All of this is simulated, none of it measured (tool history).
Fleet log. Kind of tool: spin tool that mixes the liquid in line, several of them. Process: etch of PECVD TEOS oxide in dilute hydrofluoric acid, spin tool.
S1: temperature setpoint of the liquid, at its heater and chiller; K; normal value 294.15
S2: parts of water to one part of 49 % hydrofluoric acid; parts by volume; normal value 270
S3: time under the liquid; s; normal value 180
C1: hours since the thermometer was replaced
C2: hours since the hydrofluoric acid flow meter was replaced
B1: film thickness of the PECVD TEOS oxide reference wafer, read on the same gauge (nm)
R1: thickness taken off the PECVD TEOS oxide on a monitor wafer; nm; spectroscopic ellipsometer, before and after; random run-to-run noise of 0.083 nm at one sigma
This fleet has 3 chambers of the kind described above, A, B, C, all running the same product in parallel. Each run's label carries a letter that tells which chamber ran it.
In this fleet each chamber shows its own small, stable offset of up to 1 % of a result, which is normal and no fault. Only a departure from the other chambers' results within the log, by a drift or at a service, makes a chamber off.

run 1B hour=7.6 | S1=294.15 S2=270 S3=180 | C1=441.1 C2=802.3 | B1=130.03 | R1=12.0100
run 2C hour=15.2 | S1=294.15 S2=270 S3=180 | C1=220.7 C2=268.3 | B1=130.00 | R1=12.0520
run 3A hour=22.6 | S1=294.15 S2=270 S3=180 | C1=871.8 C2=1420.5 | B1=129.99 | R1=12.0070
run 4C hour=28.3 | S1=294.15 S2=270 S3=180 | C1=233.8 C2=281.4 | B1=129.98 | R1=11.9960
run 5A hour=33.1 | S1=294.15 S2=270 S3=180 | C1=882.3 C2=1431.0 | B1=129.99 | R1=12.0700
run 6B hour=40.0 | S1=294.15 S2=270 S3=180 | C1=473.5 C2=834.7 | B1=130.01 | R1=12.0210
run 7A hour=46.2 | S1=294.15 S2=270 S3=180 | C1=895.4 C2=1444.1 | B1=130.01 | R1=11.9410
run 8C hour=51.8 | S1=294.15 S2=270 S3=180 | C1=257.3 C2=304.9 | B1=130.00 | R1=12.0590
run 9B hour=55.8 | S1=294.15 S2=270 S3=180 | C1=489.3 C2=850.5 | B1=129.98 | R1=11.9830
run 10B hour=63.6 | S1=294.15 S2=270 S3=180 | C1=497.1 C2=858.3 | B1=130.02 | R1=12.0320
run 11A hour=70.2 | S1=294.15 S2=270 S3=180 | C1=919.4 C2=1468.1 | B1=129.99 | R1=11.8540
run 12C hour=77.9 | S1=294.15 S2=270 S3=180 | C1=283.4 C2=331.0 | B1=130.02 | R1=12.0450
run 13A hour=84.6 | S1=294.15 S2=270 S3=180 | C1=933.8 C2=1482.5 | B1=129.99 | R1=11.8760
run 14C hour=90.6 | S1=294.15 S2=270 S3=180 | C1=296.1 C2=343.7 | B1=130.00 | R1=12.0410
run 15B hour=96.5 | S1=294.15 S2=270 S3=180 | C1=530.0 C2=891.2 | B1=129.98 | R1=11.8650
run 16C hour=101.1 | S1=294.15 S2=270 S3=105 | C1=306.6 C2=354.2 | B1=129.97 | R1=7.0358
run 17B hour=108.3 | S1=294.15 S2=270 S3=105 | C1=541.8 C2=903.0 | B1=129.98 | R1=6.7933
run 18A hour=112.6 | S1=294.15 S2=270 S3=105 | C1=961.8 C2=1510.5 | B1=130.00 | R1=6.9972
run 19A hour=119.4 | S1=294.15 S2=180 S3=180 | C1=968.6 C2=1517.3 | B1=130.03 | R1=19.4330
run 20C hour=127.3 | S1=294.15 S2=180 S3=180 | C1=332.8 C2=380.4 | B1=130.01 | R1=19.7270
-- hour=129.9 chamber B: thermometer replaced
run 21B hour=135.6 | S1=294.15 S2=180 S3=180 | C1=5.8 C2=930.3 | B1=130.01 | R1=18.8990
run 22A hour=141.9 | S1=294.15 S2=270 S3=180 | C1=991.1 C2=1539.8 | B1=130.01 | R1=11.9750
run 23B hour=145.9 | S1=294.15 S2=270 S3=180 | C1=16.1 C2=940.6 | B1=129.99 | R1=11.5270
run 24C hour=152.7 | S1=294.15 S2=270 S3=180 | C1=358.2 C2=405.8 | B1=129.99 | R1=12.1240
run 25C hour=156.9 | S1=294.15 S2=270 S3=180 | C1=362.4 C2=410.0 | B1=130.00 | R1=11.9930
run 26B hour=163.5 | S1=294.15 S2=270 S3=180 | C1=33.7 C2=958.2 | B1=130.04 | R1=11.4370
run 27A hour=170.7 | S1=294.15 S2=270 S3=180 | C1=1019.9 C2=1568.6 | B1=129.99 | R1=11.9520
run 28C hour=178.7 | S1=294.15 S2=270 S3=180 | C1=384.2 C2=431.8 | B1=130.00 | R1=11.9180
run 29B hour=183.0 | S1=294.15 S2=270 S3=180 | C1=53.2 C2=977.7 | B1=130.03 | R1=11.2080
run 30A hour=188.8 | S1=294.15 S2=270 S3=180 | C1=1038.0 C2=1586.7 | B1=130.01 | R1=11.9510
run 31A hour=194.9 | S1=290.65 S2=270 S3=180 | C1=1044.1 C2=1592.8 | B1=130.01 | R1=10.5570
run 32C hour=202.6 | S1=290.65 S2=270 S3=180 | C1=408.1 C2=455.7 | B1=129.95 | R1=10.5320
run 33B hour=208.4 | S1=290.65 S2=270 S3=180 | C1=78.6 C2=1003.1 | B1=129.99 | R1=9.7096
run 34B hour=212.1 | S1=294.15 S2=270 S3=180 | C1=82.3 C2=1006.8 | B1=130.02 | R1=11.1590
run 35A hour=217.4 | S1=294.15 S2=270 S3=180 | C1=1066.6 C2=1615.3 | B1=130.01 | R1=11.9350
run 36C hour=221.2 | S1=294.15 S2=270 S3=180 | C1=426.7 C2=474.3 | B1=130.01 | R1=12.1620
run 37B hour=226.7 | S1=294.15 S2=270 S3=180 | C1=96.9 C2=1021.4 | B1=130.04 | R1=11.1590
run 38A hour=230.7 | S1=294.15 S2=270 S3=180 | C1=1079.9 C2=1628.6 | B1=130.03 | R1=11.7850

All 3 chambers run these settings next. Forecast each chamber's results:
run 39A hour=236.7 | S1=292.15 S2=270 S3=180 | R1=?
run 39B hour=236.7 | S1=292.15 S2=270 S3=180 | R1=?
run 39C hour=236.7 | S1=292.15 S2=270 S3=180 | R1=?

run=39A R1=11.1110
run=39B R1=10.1150
run=39C R1=11.2420
